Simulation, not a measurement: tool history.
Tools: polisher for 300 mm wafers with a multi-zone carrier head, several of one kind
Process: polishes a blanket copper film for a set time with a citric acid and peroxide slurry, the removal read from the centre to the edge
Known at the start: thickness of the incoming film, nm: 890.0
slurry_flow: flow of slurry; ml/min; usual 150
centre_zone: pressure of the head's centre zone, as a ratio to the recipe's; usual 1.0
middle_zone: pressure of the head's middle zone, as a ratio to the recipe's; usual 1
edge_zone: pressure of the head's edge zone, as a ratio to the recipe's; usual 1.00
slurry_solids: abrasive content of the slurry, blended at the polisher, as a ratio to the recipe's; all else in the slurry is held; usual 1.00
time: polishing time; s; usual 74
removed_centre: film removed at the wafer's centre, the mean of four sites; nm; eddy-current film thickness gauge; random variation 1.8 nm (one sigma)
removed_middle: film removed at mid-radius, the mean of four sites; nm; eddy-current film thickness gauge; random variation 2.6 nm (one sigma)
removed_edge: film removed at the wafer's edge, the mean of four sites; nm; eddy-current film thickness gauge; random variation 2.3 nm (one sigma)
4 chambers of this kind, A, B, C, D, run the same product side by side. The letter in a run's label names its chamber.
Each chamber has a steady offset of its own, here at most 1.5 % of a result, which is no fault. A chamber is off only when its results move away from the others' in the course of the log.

Run 1A, hour 3.1: usual settings. Result: removed_centre 233.56 nm, removed_middle 238.32 nm, removed_edge 235.59 nm.
Run 2D, hour 7.5: usual settings. Result: removed_centre 237.33 nm, removed_middle 236.15 nm, removed_edge 239.37 nm.
Run 3C, hour 12.2: usual settings. Result: removed_centre 238.27 nm, removed_middle 234.78 nm, removed_edge 237.22 nm.
Run 4B, hour 15.8: usual settings. Result: removed_centre 239.13 nm, removed_middle 240.49 nm, removed_edge 235.48 nm.
Run 5D, hour 20.7: usual settings. Result: removed_centre 239.28 nm, removed_middle 238.84 nm, removed_edge 239.37 nm.
Run 6C, hour 24.6: usual settings. Result: removed_centre 234.56 nm, removed_middle 238.82 nm, removed_edge 234.66 nm.
Run 7B, hour 28.0: usual settings. Result: removed_centre 233.19 nm, removed_middle 234.28 nm, removed_edge 230.44 nm.
At hour 29.7: chamber D: worn pad replaced by a new one.
Run 8A, hour 32.3: usual settings. Result: removed_centre 234.32 nm, removed_middle 234.07 nm, removed_edge 239.16 nm.
Run 9B, hour 34.6: usual settings. Result: removed_centre 229.82 nm, removed_middle 234.23 nm, removed_edge 234.11 nm.
Run 10D, hour 38.4: usual settings. Result: removed_centre 237.65 nm, removed_middle 232.97 nm, removed_edge 240.83 nm.
At hour 39.0: chamber A: worn pad replaced by a new one.
Run 11C, hour 41.2: usual settings but centre_zone 1.1, edge_zone 1.11. Result: removed_centre 264.09 nm, removed_middle 237.94 nm, removed_edge 253.45 nm.
Run 12A, hour 45.5: usual settings but centre_zone 1.1, edge_zone 1.11. Result: removed_centre 258.24 nm, removed_middle 236.93 nm, removed_edge 251.18 nm.
Run 13C, hour 49.4: usual settings but centre_zone 1.1, edge_zone 1.11. Result: removed_centre 259.98 nm, removed_middle 234.22 nm, removed_edge 251.13 nm.
Run 14D, hour 53.6: usual settings but centre_zone 1.1, edge_zone 1.11. Result: removed_centre 261.23 nm, removed_middle 237.98 nm, removed_edge 251.49 nm.
Run 15A, hour 58.6: usual settings. Result: removed_centre 235.24 nm, removed_middle 230.29 nm, removed_edge 237.69 nm.
Run 16B, hour 63.7: usual settings. Result: removed_centre 228.83 nm, removed_middle 228.09 nm, removed_edge 228.62 nm.
Run 17B, hour 66.1: usual settings. Result: removed_centre 225.08 nm, removed_middle 222.75 nm, removed_edge 231.75 nm.
Run 18C, hour 71.0: usual settings. Result: removed_centre 237.93 nm, removed_middle 235.28 nm, removed_edge 239.47 nm.
Run 19D, hour 75.7: usual settings. Result: removed_centre 238.25 nm, removed_middle 240.11 nm, removed_edge 239.76 nm.
At hour 76.0: chamber B: worn pad replaced by a new one.
Run 20A, hour 80.2: usual settings. Result: removed_centre 232.00 nm, removed_middle 239.76 nm, removed_edge 239.63 nm.
At hour 83.8: chamber D: worn pad replaced by a new one.
Run 21D, hour 84.0: usual settings. Result: removed_centre 239.13 nm, removed_middle 239.51 nm, removed_edge 244.25 nm.
At hour 84.2: chamber C: edge zone pressure recalibrated.
At hour 87.7: chamber C: worn pad replaced by a new one.
Run 22C, hour 89.3: usual settings. Result: removed_centre 237.93 nm, removed_middle 237.88 nm, removed_edge 240.23 nm.
Run 23B, hour 94.7: usual settings. Result: removed_centre 219.89 nm, removed_middle 218.65 nm, removed_edge 222.90 nm.
Run 24A, hour 99.3: usual settings. Result: removed_centre 232.51 nm, removed_middle 235.43 nm, removed_edge 235.57 nm.
Run 25B, hour 101.6: usual settings but edge_zone 1.08, slurry_solids 1.15. Result: removed_centre 221.66 nm, removed_middle 225.90 nm, removed_edge 238.73 nm.
Run 26A, hour 105.2: usual settings but edge_zone 1.08, slurry_solids 1.15. Result: removed_centre 238.12 nm, removed_middle 240.24 nm, removed_edge 258.08 nm.

Next, every chamber runs the same settings. What will each give?
Run 27A, hour 109.1: usual settings but edge_zone 0.92. Result: removed_centre ?, removed_middle ?, removed_edge ?.
Run 27B, hour 109.1: usual settings but edge_zone 0.92. Result: removed_centre ?, removed_middle ?, removed_edge ?.
Run 27C, hour 109.1: usual settings but edge_zone 0.92. Result: removed_centre ?, removed_middle ?, removed_edge ?.
Run 27D, hour 109.1: usual settings but edge_zone 0.92. Result: removed_centre ?, removed_middle ?, removed_edge ?.

run  removed_centre  removed_middle  removed_edge
27A          231.60          236.20        223.12
27B          215.98          218.99        213.03
27C          235.44          238.14        229.49
27D          244.30          235.57        228.52
